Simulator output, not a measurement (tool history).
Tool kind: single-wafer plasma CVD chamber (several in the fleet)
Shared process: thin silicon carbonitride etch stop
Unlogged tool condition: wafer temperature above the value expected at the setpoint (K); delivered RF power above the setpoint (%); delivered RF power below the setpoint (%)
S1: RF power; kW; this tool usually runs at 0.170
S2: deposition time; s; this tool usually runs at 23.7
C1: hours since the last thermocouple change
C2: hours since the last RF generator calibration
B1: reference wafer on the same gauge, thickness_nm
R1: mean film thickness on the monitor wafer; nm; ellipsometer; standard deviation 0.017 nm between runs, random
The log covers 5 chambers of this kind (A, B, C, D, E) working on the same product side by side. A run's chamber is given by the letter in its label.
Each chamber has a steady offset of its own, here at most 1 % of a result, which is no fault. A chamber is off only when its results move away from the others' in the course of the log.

run   hour     S1    S2      C1      C2      B1      R1
 1B    3.5  0.170  23.7   297.1   468.7  11.897  12.864
 2D    7.6  0.170  23.7   806.5   960.1  11.901  12.806
 3C   13.2  0.170  23.7   768.5   817.8  11.891  12.911
 4A   18.1  0.170  23.7  1437.6   213.7  11.898  12.797
 5E   23.0  0.180  23.7  2328.5   836.4  11.891  13.009
 6B   27.0  0.180  23.7   320.6   492.2  11.890  13.087
 7D   32.6  0.180  23.7   831.5   985.1  11.890  12.974
 8E   36.5  0.180  23.7  2342.0   849.9  11.886  13.036
 9C   42.5  0.180  23.7   797.8   847.1  11.882  13.157
10A   47.5  0.170  23.7  1467.0   243.1  11.882  12.796
11C   52.6  0.170  23.7   807.9   857.2  11.885  12.886
12D   58.7  0.170  23.7   857.6  1011.2  11.879  12.776
13E   61.5  0.170  23.7  2367.0   874.9  11.876  12.779
14A   67.5  0.170  23.7  1487.0   263.1  11.873  12.809
15B   72.5  0.170  25.3   366.1   537.7  11.870  13.731
16D   78.2  0.170  25.3   877.1  1030.7  11.871  13.645
17C   81.0  0.170  25.3   836.3   885.6  11.871  13.740
18E   85.0  0.170  25.3  2390.5   898.4  11.873  13.644
19A   88.9  0.170  25.3  1508.4   284.5  11.870  13.625
20B   95.0  0.160  27.0   388.6   560.2  11.867  14.347
21D  100.4  0.160  27.0   899.3  1052.9  11.864  14.276
22A  105.0  0.160  27.0  1524.5   300.6  11.866  14.294
23C  110.1  0.160  27.0   865.4   914.7  11.863  14.433
24B  115.9  0.160  27.0   409.5   581.1  11.861  14.334
25E  120.1  0.170  23.7  2425.6   933.5  11.856  12.796
26A  123.3  0.195  28.1  1542.8   318.9  11.861  15.774
27C  126.6  0.195  28.1   881.9   931.2  11.851  15.916
28E  131.2  0.195  28.1  2436.7   944.6  11.856  15.803
29B  136.2  0.195  28.1   429.8   601.4  11.849  15.823
30D  140.8  0.195  28.1   939.7  1093.3  11.851  15.742
31B  144.8  0.170  23.7   438.4   610.0  11.849  12.815
32C  148.3  0.170  23.7   903.6   952.9  11.853  12.854
33A  152.1  0.170  23.7  1571.6   347.7  11.846  12.789
34E  156.2  0.170  23.7  2461.7   969.6  11.844  12.780
35D  159.5  0.170  23.7   958.4  1112.0  11.845  12.732
36A  165.0  0.160  20.2  1584.5   360.6  11.842  10.686
37E  170.2  0.160  20.2  2475.7   983.6  11.842  10.679
38D  175.1  0.160  20.2   974.0  1127.6  11.839  10.644
39B  179.8  0.160  20.2   473.4   645.0  11.840  10.721
40C  182.6  0.160  20.2   937.9   987.2  11.835  10.774

Has any chamber moved away from the others, gradually or after a service, or does the common gauge drift, or do the chambers differ only by their own small steady offsets? State the chamber and the most likely cause if one applies.

The shared gauge is drifting. All chambers look as if they move in step, but none is off.
Cause: gauge reads low (%) = 0.538.
